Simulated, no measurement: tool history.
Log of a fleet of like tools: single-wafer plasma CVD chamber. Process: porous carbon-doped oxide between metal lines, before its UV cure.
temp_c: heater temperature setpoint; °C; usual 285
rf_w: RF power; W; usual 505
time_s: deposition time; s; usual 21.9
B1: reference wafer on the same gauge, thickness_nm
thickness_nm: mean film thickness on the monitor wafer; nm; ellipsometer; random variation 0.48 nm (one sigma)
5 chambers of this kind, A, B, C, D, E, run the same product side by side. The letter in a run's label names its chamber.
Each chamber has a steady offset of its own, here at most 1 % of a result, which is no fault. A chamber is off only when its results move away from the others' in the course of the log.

run 1B hour=8.9 | temp_c=285 rf_w=505 time_s=21.9 | B1=145.01 | thickness_nm=131.48
run 2A hour=21.0 | temp_c=285 rf_w=505 time_s=21.9 | B1=145.12 | thickness_nm=131.49
run 3D hour=33.1 | temp_c=285 rf_w=505 time_s=21.9 | B1=144.92 | thickness_nm=132.34
run 4C hour=39.6 | temp_c=285 rf_w=505 time_s=21.9 | B1=144.87 | thickness_nm=133.24
run 5E hour=45.5 | temp_c=285 rf_w=505 time_s=21.9 | B1=145.18 | thickness_nm=131.64
run 6D hour=53.1 | temp_c=285 rf_w=505 time_s=21.9 | B1=145.05 | thickness_nm=133.59
run 7B hour=61.1 | temp_c=285 rf_w=420 time_s=20.4 | B1=144.86 | thickness_nm=106.58
run 8C hour=72.4 | temp_c=285 rf_w=420 time_s=20.4 | B1=145.05 | thickness_nm=109.15
run 9E hour=81.6 | temp_c=285 rf_w=420 time_s=20.4 | B1=144.97 | thickness_nm=107.76
run 10A hour=91.1 | temp_c=285 rf_w=420 time_s=20.4 | B1=145.02 | thickness_nm=108.48
run 11A hour=101.9 | temp_c=285 rf_w=420 time_s=20.4 | B1=144.97 | thickness_nm=107.72
run 12E hour=112.0 | temp_c=285 rf_w=505 time_s=21.9 | B1=144.98 | thickness_nm=130.72
run 13B hour=123.6 | temp_c=285 rf_w=505 time_s=21.9 | B1=144.99 | thickness_nm=130.76
run 14D hour=129.9 | temp_c=285 rf_w=505 time_s=21.9 | B1=144.92 | thickness_nm=132.74
run 15C hour=135.6 | temp_c=285 rf_w=505 time_s=21.9 | B1=145.02 | thickness_nm=132.35
-- hour=137.8 chamber D: thermocouple changed; heater temperature recalibrated
run 16E hour=145.3 | temp_c=285 rf_w=505 time_s=21.9 | B1=145.04 | thickness_nm=131.92
run 17C hour=157.1 | temp_c=285 rf_w=505 time_s=21.9 | B1=144.97 | thickness_nm=132.47
-- hour=157.7 chamber B: RF generator calibrated
run 18B hour=165.9 | temp_c=285 rf_w=505 time_s=21.9 | B1=145.00 | thickness_nm=131.57
run 19A hour=171.3 | temp_c=285 rf_w=505 time_s=21.9 | B1=145.10 | thickness_nm=131.49
run 20D hour=179.7 | temp_c=285 rf_w=505 time_s=21.9 | B1=144.95 | thickness_nm=132.92
run 21B hour=190.0 | temp_c=285 rf_w=505 time_s=21.9 | B1=145.07 | thickness_nm=130.81
run 22A hour=196.3 | temp_c=285 rf_w=505 time_s=21.9 | B1=144.96 | thickness_nm=130.16
run 23C hour=204.8 | temp_c=285 rf_w=505 time_s=21.9 | B1=144.96 | thickness_nm=133.13
run 24E hour=213.2 | temp_c=285 rf_w=505 time_s=21.9 | B1=145.14 | thickness_nm=131.92
run 25D hour=224.3 | temp_c=285 rf_w=505 time_s=21.9 | B1=144.86 | thickness_nm=132.90
run 26D hour=235.8 | temp_c=285 rf_w=505 time_s=21.9 | B1=144.91 | thickness_nm=132.10
run 27C hour=244.6 | temp_c=285 rf_w=505 time_s=21.9 | B1=145.01 | thickness_nm=132.77
run 28E hour=257.0 | temp_c=285 rf_w=505 time_s=21.9 | B1=144.89 | thickness_nm=131.45
-- hour=261.6 chamber E: RF generator calibrated
run 29A hour=268.2 | temp_c=285 rf_w=505 time_s=21.9 | B1=144.97 | thickness_nm=129.97
run 30B hour=273.9 | temp_c=285 rf_w=505 time_s=21.9 | B1=145.03 | thickness_nm=131.93
run 31B hour=284.9 | temp_c=285 rf_w=570 time_s=18.6 | B1=145.02 | thickness_nm=121.39
run 32D hour=295.1 | temp_c=285 rf_w=570 time_s=18.6 | B1=145.05 | thickness_nm=121.90
run 33E hour=302.3 | temp_c=285 rf_w=570 time_s=18.6 | B1=145.21 | thickness_nm=121.09
run 34A hour=312.7 | temp_c=285 rf_w=570 time_s=18.6 | B1=144.97 | thickness_nm=120.23
run 35C hour=324.9 | temp_c=285 rf_w=570 time_s=18.6 | B1=144.96 | thickness_nm=121.82
run 36A hour=336.5 | temp_c=285 rf_w=505 time_s=21.9 | B1=145.04 | thickness_nm=127.70
run 37B hour=342.1 | temp_c=285 rf_w=505 time_s=21.9 | B1=145.10 | thickness_nm=131.11
run 38C hour=352.6 | temp_c=285 rf_w=505 time_s=21.9 | B1=144.94 | thickness_nm=133.79

Is one chamber off against the others, does the gauge drift, or is nothing wrong? If a chamber is off, say which, and what the likeliest cause is.

Chamber A drifts away from the others.
Cause: delivered RF power below the setpoint (%) = 5.03.
The log may not tell that from: wafer temperature above the value expected at the setpoint (K).

Here are 4 candidates for chamber A's next run, each the usual settings with a change, their results left as question marks. Which one brings its results back in line with what the others give on the usual settings?
In line means no further than this from the other chambers' mean on the usual settings: thickness_nm 1.70 nm
run 39A-1 hour=361.5 | temp_c=285 rf_w=505 time_s=21.8 | thickness_nm=?
run 39A-2 hour=361.5 | temp_c=280 rf_w=505 time_s=21.9 | thickness_nm=?
run 39A-3 hour=361.5 | temp_c=285 rf_w=505 time_s=22.0 | thickness_nm=?
run 39A-4 hour=361.5 | temp_c=285 rf_w=495 time_s=21.4 | thickness_nm=?

The other chambers' mean on the usual settings: thickness_nm 131.97 nm
run=39A-1 thickness_nm=127.31
run=39A-2 thickness_nm=132.01
run=39A-3 thickness_nm=128.43
run=39A-4 thickness_nm=123.35
39A-2 brings the chamber back in line.
